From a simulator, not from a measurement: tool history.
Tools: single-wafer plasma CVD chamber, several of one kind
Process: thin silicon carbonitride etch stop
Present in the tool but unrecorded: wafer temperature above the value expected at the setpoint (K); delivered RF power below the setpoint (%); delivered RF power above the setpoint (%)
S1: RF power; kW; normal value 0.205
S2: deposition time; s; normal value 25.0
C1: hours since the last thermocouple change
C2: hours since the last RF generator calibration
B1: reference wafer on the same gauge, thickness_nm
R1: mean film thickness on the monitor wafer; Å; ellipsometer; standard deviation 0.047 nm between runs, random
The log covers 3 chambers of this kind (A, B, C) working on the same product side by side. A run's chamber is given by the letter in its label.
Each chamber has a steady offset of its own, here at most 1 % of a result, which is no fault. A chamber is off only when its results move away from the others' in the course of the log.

run	hour	S1	S2	C1	C2	B1	R1
1A	11.8	0.205	25.0	1559.3	272.8	16.914	143.48
2B	20.8	0.205	25.0	1059.0	1149.6	16.899	142.64
3C	27.8	0.205	25.0	509.1	448.9	16.905	143.87
4A	40.8	0.205	25.0	1588.3	301.8	16.897	144.03
5B	48.9	0.205	25.0	1087.1	1177.7	16.882	142.94
6C	61.7	0.205	25.0	543.0	482.8	16.898	142.93
7A	67.9	0.205	25.0	1615.4	328.9	16.893	144.89
8C	77.0	0.205	25.0	558.3	498.1	16.897	143.89
9B	84.8	0.205	25.0	1123.0	1213.6	16.900	143.10
10A	99.4	0.205	25.0	1646.9	360.4	16.900	143.73
11C	112.4	0.205	25.0	593.7	533.5	16.901	143.53
12B	122.8	0.205	25.0	1161.0	1251.6	16.908	143.73
13A	136.5	0.190	23.4	1684.0	397.5	16.885	131.68
# hour 142.5: chamber A: thermocouple changed; heater temperature recalibrated
14B	143.7	0.190	23.4	1181.9	1272.5	16.899	131.05
15C	151.7	0.190	23.4	633.0	572.8	16.908	131.75
16A	165.2	0.205	25.0	22.7	426.2	16.891	143.79
# hour 173.1: chamber B: RF generator calibrated
17C	174.3	0.240	20.7	655.6	595.4	16.911	123.54
18B	184.4	0.240	20.7	1222.6	11.4	16.884	123.30
19B	193.9	0.240	20.7	1232.1	20.9	16.902	123.87
20A	202.1	0.205	25.0	59.6	463.1	16.906	144.05
21C	214.5	0.205	25.0	695.8	635.6	16.912	142.28
22B	225.4	0.205	25.0	1263.6	52.4	16.911	143.39
23A	233.3	0.205	25.0	90.8	494.3	16.905	144.65
24C	245.1	0.220	25.0	726.4	666.2	16.908	144.47
25A	255.9	0.220	25.0	113.4	516.9	16.897	146.82
26B	268.0	0.220	25.0	1306.2	95.0	16.898	146.48
27C	276.6	0.205	25.0	757.9	697.7	16.908	140.12
28A	288.7	0.205	25.0	146.2	549.7	16.897	144.12

For the next run the whole fleet of 3 chambers uses the same settings. Give each chamber's results:
29A	299.1	0.205	25.0				?
29B	299.1	0.205	25.0				?
29C	299.1	0.205	25.0				?

run	R1
29A	143.39
29B	143.47
29C	139.81

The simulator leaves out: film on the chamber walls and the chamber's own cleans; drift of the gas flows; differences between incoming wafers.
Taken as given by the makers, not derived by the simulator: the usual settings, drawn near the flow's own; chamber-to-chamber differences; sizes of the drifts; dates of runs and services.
